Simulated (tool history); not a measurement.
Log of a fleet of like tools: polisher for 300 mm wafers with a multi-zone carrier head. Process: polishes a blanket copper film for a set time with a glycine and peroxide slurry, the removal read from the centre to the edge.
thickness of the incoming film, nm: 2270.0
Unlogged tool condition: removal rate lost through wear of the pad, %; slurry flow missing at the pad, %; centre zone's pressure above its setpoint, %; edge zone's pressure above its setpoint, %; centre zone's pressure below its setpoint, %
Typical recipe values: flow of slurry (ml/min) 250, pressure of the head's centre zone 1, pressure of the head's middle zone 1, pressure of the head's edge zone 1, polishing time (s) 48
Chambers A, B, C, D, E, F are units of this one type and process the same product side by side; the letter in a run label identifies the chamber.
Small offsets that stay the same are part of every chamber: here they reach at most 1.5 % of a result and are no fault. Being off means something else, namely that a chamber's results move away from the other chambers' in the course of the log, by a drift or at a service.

| run | hour | flow of slurry (ml/min) | pressure of the head's centre zone | pressure of the head's middle zone | pressure of the head's edge zone | polishing time (s) | wafers polished on this pad | hours since the slurry nozzle was cleaned | hours since the centre zone pressure was calibrated | hours since the edge zone pressure was calibrated | film removed at the wafer's centre (angstrom) | film removed at mid-radius (angstrom) | film removed at the wafer's edge (angstrom) |
|---|---|---|---|---|---|---|---|---|---|---|---|---|---|
|  | 6.3 | chamber F: worn pad replaced by a new one |
| 1C | 7.4 | 250 | 1 | 1 | 1 | 48 | 561 | 103.2 | 136.2 | 62.3 | 2295.4 | 2298 | 2305.6 |
|  | 7.5 | chamber E: worn pad replaced by a new one |
|  | 8.6 | chamber F: centre zone pressure recalibrated |
| 2E | 21 | 250 | 1 | 1 | 1 | 48 | 173 | 358.6 | 952.7 | 318.8 | 2314.6 | 2304.4 | 2357.1 |
|  | 25.4 | chamber D: edge zone pressure recalibrated |
| 3F | 28.8 | 250 | 1 | 1 | 1 | 48 | 290 | 741.9 | 20.3 | 733.7 | 2295.5 | 2283.2 | 2360.2 |
|  | 30.9 | chamber B: worn pad replaced by a new one |
| 4D | 37.9 | 250 | 1 | 1 | 1 | 48 | 1061 | 562.2 | 1125.9 | 12.6 | 2277.4 | 2340.9 | 2322.9 |
|  | 43.5 | chamber F: slurry nozzle cleaned |
|  | 45.5 | chamber A: worn pad replaced by a new one |
|  | 47.1 | chamber C: worn pad replaced by a new one |
| 5A | 49.7 | 250 | 1 | 1 | 1 | 48 | 54 | 103.2 | 287.1 | 349.7 | 2273.5 | 2317.8 | 2274.7 |
|  | 60.2 | chamber D: worn pad replaced by a new one |
| 6B | 61.8 | 250 | 1 | 1 | 1 | 48 | 398 | 205.9 | 670.2 | 381 | 2333.3 | 2304.4 | 2327.7 |
| 7A | 69 | 250 | 1 | 1 | 1 | 48 | 302 | 122.5 | 306.4 | 369 | 2294.1 | 2293.6 | 2321.6 |
| 8C | 82.1 | 250 | 1 | 1 | 1 | 48 | 451 | 177.9 | 210.9 | 137 | 2314.1 | 2354.7 | 2319.8 |
| 9B | 89.8 | 250 | 1 | 1 | 0.96 | 48 | 758 | 233.9 | 698.2 | 409 | 2298.4 | 2315.3 | 2288.2 |
| 10D | 100 | 250 | 1 | 1 | 0.96 | 48 | 512 | 624.3 | 1188 | 74.7 | 2394.4 | 2291.3 | 2298.3 |
|  | 104.6 | chamber F: worn pad replaced by a new one |
|  | 110.7 | chamber E: worn pad replaced by a new one |
| 11E | 114.6 | 250 | 1 | 1 | 0.96 | 48 | 50 | 452.2 | 1046.3 | 412.4 | 2335.2 | 2311.2 | 2270.6 |
| 12F | 123 | 250 | 1 | 1 | 0.96 | 48 | 237 | 79.5 | 114.5 | 827.9 | 2307.4 | 2293.3 | 2293.3 |
|  | 130.6 | chamber C: worn pad replaced by a new one |
|  | 132 | chamber B: worn pad replaced by a new one |
| 13F | 132.9 | 250 | 1 | 1 | 0.96 | 48 | 364 | 89.4 | 124.4 | 837.8 | 2328.5 | 2239.3 | 2270.3 |
|  | 142.8 | chamber A: worn pad replaced by a new one |
| 14E | 143.4 | 250 | 1 | 1 | 0.96 | 48 | 421 | 481 | 1075.1 | 441.2 | 2345.6 | 2312 | 2260.2 |
| 15A | 151.8 | 250 | 1 | 1 | 1 | 48 | 116 | 205.3 | 389.2 | 451.8 | 2279.6 | 2317.7 | 2306.8 |
| 16B | 164.1 | 250 | 1 | 1 | 1 | 48 | 413 | 308.2 | 772.5 | 483.3 | 2292.4 | 2338 | 2366.9 |
|  | 164.3 | chamber A: edge zone pressure recalibrated |
|  | 169 | chamber D: worn pad replaced by a new one |
| 17D | 174.4 | 250 | 1 | 1 | 1 | 48 | 69 | 698.7 | 1262.4 | 149.1 | 2327.2 | 2353 | 2335.8 |
| 18C | 181.6 | 250 | 0.89 | 1 | 1 | 41 | 657 | 277.4 | 310.4 | 236.5 | 1738.7 | 1967.5 | 2005.6 |
|  | 186.1 | chamber E: slurry nozzle cleaned |
| 19C | 192.2 | 250 | 0.89 | 1 | 1 | 41 | 793 | 288 | 321 | 247.1 | 1729.3 | 1960.1 | 1990.9 |
|  | 197.8 | chamber F: worn pad replaced by a new one |
|  | 200.7 | chamber E: worn pad replaced by a new one |
| 20A | 207.2 | 250 | 0.89 | 1 | 1 | 41 | 829 | 260.7 | 444.6 | 42.9 | 1734 | 1993.2 | 1963.9 |
|  | 210.4 | chamber C: worn pad replaced by a new one |
|  | 216.4 | chamber E: centre zone pressure recalibrated |
| 21E | 217 | 250 | 0.89 | 1 | 1 | 41 | 210 | 31 | 0.7 | 514.8 | 1759.4 | 1998.1 | 1930.6 |
|  | 223.3 | chamber B: worn pad replaced by a new one |
| 22D | 226.3 | 250 | 0.89 | 1 | 1 | 41 | 737 | 750.6 | 1314.3 | 201 | 1740.8 | 1976.3 | 1953.3 |
| 23F | 235.6 | 250 | 0.89 | 1 | 1 | 41 | 486 | 192.1 | 227.1 | 940.5 | 1743.8 | 1943.5 | 1980.3 |
|  | 241.3 | chamber A: worn pad replaced by a new one |
| 24B | 243.9 | 250 | 1 | 1 | 1 | 48 | 265 | 388 | 852.3 | 563.1 | 2338 | 2334.5 | 2295.8 |
|  | 246.9 | chamber D: centre zone pressure recalibrated |
| 25D | 254.7 | 250 | 1 | 1 | 1 | 48 | 1102 | 779 | 7.9 | 229.4 | 2341.5 | 2300.3 | 2276.1 |
| 26A | 261.4 | 250 | 1 | 1 | 1 | 48 | 259 | 314.9 | 498.8 | 97.1 | 2360 | 2346.2 | 2334.4 |
|  | 266.1 | chamber D: worn pad replaced by a new one |
| 27C | 274.7 | 250 | 1 | 1 | 1 | 48 | 827 | 370.5 | 403.5 | 329.6 | 2287.9 | 2341.4 | 2360.3 |
|  | 285.7 | chamber E: worn pad replaced by a new one |
| 28F | 286.7 | 250 | 1 | 1 | 1 | 48 | 1144 | 243.2 | 278.2 | 991.6 | 2301 | 2296.9 | 2317.4 |
|  | 290.6 | chamber F: worn pad replaced by a new one |
|  | 292.8 | chamber C: worn pad replaced by a new one |
| 29E | 300.7 | 250 | 1 | 1 | 1 | 48 | 194 | 114.7 | 84.4 | 598.5 | 2353.3 | 2353.9 | 2298.7 |
| 30B | 312.9 | 250 | 1 | 1 | 1 | 48 | 1153 | 457 | 921.3 | 632.1 | 2310.6 | 2364 | 2350 |
|  | 322.2 | chamber A: slurry nozzle cleaned |
|  | 326 | chamber B: worn pad replaced by a new one |
| 31B | 326.9 | 250 | 1 | 1 | 1 | 62 | 11 | 471 | 935.3 | 646.1 | 2964.8 | 3058.6 | 2939.5 |
|  | 328.3 | chamber B: slurry nozzle cleaned |
|  | 330.3 | chamber A: worn pad replaced by a new one |
| 32C | 334.9 | 250 | 1 | 1 | 1 | 62 | 542 | 430.7 | 463.7 | 389.8 | 2886.1 | 2985.5 | 2979.7 |
| 33A | 348.5 | 250 | 1 | 1 | 1 | 62 | 234 | 26.4 | 585.9 | 184.2 | 3016.9 | 2988.3 | 2944.1 |
|  | 349.8 | chamber D: slurry nozzle cleaned |
|  | 350 | chamber F: centre zone pressure recalibrated |
| 34E | 361.7 | 250 | 1 | 1 | 1 | 62 | 979 | 175.7 | 145.4 | 659.5 | 2996.3 | 2960.9 | 3015.5 |
| 35D | 370.3 | 250 | 1 | 1 | 1 | 62 | 1341 | 20.6 | 123.5 | 345 | 2997.1 | 3016.9 | 2970.8 |
|  | 378.9 | chamber D: worn pad replaced by a new one |
|  | 380.7 | chamber C: worn pad replaced by a new one |
| 36F | 383.5 | 250 | 1 | 1 | 1 | 62 | 1196 | 340 | 33.6 | 1088.4 | 3033.7 | 2947.8 | 3032.6 |
|  | 387.1 | chamber E: worn pad replaced by a new one |
|  | 392.4 | chamber B: edge zone pressure recalibrated |
| 37F | 397.4 | 250 | 1 | 1 | 1 | 48 | 1375 | 353.9 | 47.5 | 1102.3 | 2304.4 | 2224 | 2350.4 |
|  | 398.2 | chamber F: worn pad replaced by a new one |
| 38D | 405.3 | 200 | 1 | 1 | 1 | 56 | 340 | 55.6 | 158.5 | 380 | 2662.3 | 2714.4 | 2694.2 |
|  | 406.9 | chamber B: centre zone pressure recalibrated |
| 39B | 412.5 | 200 | 1 | 1 | 1 | 56 | 1113 | 84.2 | 5.7 | 20.1 | 2607.8 | 2587.6 | 2646.5 |
|  | 418.3 | chamber A: worn pad replaced by a new one |
| 40E | 422.2 | 200 | 1 | 1 | 1 | 56 | 452 | 236.2 | 205.9 | 720 | 2606 | 2610.9 | 2616.5 |
| 41A | 433.8 | 200 | 1 | 1 | 1 | 56 | 199 | 111.7 | 671.2 | 269.5 | 2677.1 | 2633.1 | 2660.5 |
| 42C | 445.9 | 200 | 1 | 1 | 1 | 56 | 839 | 541.7 | 574.7 | 500.8 | 2567.2 | 2636.4 | 2612.9 |
| 43F | 452.8 | 200 | 1 | 1 | 1 | 56 | 703 | 409.3 | 102.9 | 1157.7 | 2617.2 | 2548.4 | 2623.9 |

One chamber off, gauge drift, or nothing amiss beyond the chambers' own small offsets? If it is a chamber, which one, and what is the likeliest cause?

No chamber stands off beyond its own small offset, and the gauge holds steady.
